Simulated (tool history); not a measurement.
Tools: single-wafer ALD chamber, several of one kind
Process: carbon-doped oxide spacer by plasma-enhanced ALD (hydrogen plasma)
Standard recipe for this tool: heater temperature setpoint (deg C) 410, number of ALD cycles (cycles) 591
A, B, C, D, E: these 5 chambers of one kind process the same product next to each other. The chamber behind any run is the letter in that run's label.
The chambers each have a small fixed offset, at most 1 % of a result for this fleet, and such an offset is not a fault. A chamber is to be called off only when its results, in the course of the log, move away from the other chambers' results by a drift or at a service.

run   hour  heater temperature setpoint (deg C)  number of ALD cycles (cycles)  read-back reference wafer on the same gauge, thickness_nm  mean film thickness on the monitor wafer (nm)
 1C   11.1                                  410                            591                                                     23.303                                         28.389
 2E   27.2                                  410                            591                                                     23.313                                         28.772
        39  -- chamber E: thermocouple changed; heater temperature recalibrated
 3D   41.4                                  410                            591                                                     23.314                                         28.576
 4A   49.9                                  410                            591                                                     23.317                                         28.576
 5B   60.1                                  410                            591                                                      23.32                                         28.739
 6E   75.5                                  410                            591                                                     23.322                                         28.862
 7A   87.5                                  410                            591                                                      23.33                                         28.589
 8D  102.2                                  420                            523                                                     23.332                                         24.545
 9C  112.2                                  420                            523                                                     23.341                                         24.322
     118.4  -- chamber A: thermocouple changed; heater temperature recalibrated
10B  127.9                                  420                            523                                                     23.343                                           24.7
11E  137.9                                  420                            523                                                     23.341                                         24.768
12D  153.2                                  420                            523                                                     23.348                                         24.496
13C  167.4                                  410                            591                                                     23.351                                          28.43
14B  177.9                                  410                            591                                                     23.357                                         28.877
15A  185.3                                  410                            591                                                     23.356                                         28.629
     186.7  -- chamber C: thermocouple changed; heater temperature recalibrated
16D  194.2                                  410                            591                                                     23.362                                         28.631
17E  205.5                                  410                            591                                                     23.365                                         28.905
18C    216                                  410                            591                                                     23.368                                          28.46
19B  227.3                                  410                            591                                                     23.377                                         28.864
20A  241.7                                  410                            591                                                     23.379                                         28.709
21D  256.5                                  410                            591                                                     23.381                                         28.668
22E  266.9                                  410                            591                                                     23.389                                         28.973
23C  280.4                                  410                            591                                                     23.396                                         28.517
24B  290.4                                  410                            591                                                     23.398                                         28.926
25A  302.3                                  410                            591                                                       23.4                                         28.644
26A  317.2                                  410                            591                                                     23.407                                          28.68
27C  327.3                                  410                            591                                                     23.408                                         28.487
28B  338.1                                  410                            591                                                      23.42                                         28.863
29D  346.5                                  410                            591                                                     23.415                                          28.77
30E  361.1                                  410                            591                                                     23.426                                          28.98
31D  370.4                                  410                            591                                                     23.412                                         28.684
32C  377.8                                  410                            591                                                     23.429                                         28.549

Decide between three cases: one chamber stands off from its peers, the gauge reading all wafers drifts, or nothing is wrong past each chamber's small offset. Where a chamber is off, say which and what most likely put it there.

Every chamber seems to shift together because the gauge that measures them all drifts; the chambers themselves are fine.
What lies behind it: gauge reads high (%) = 0.552.
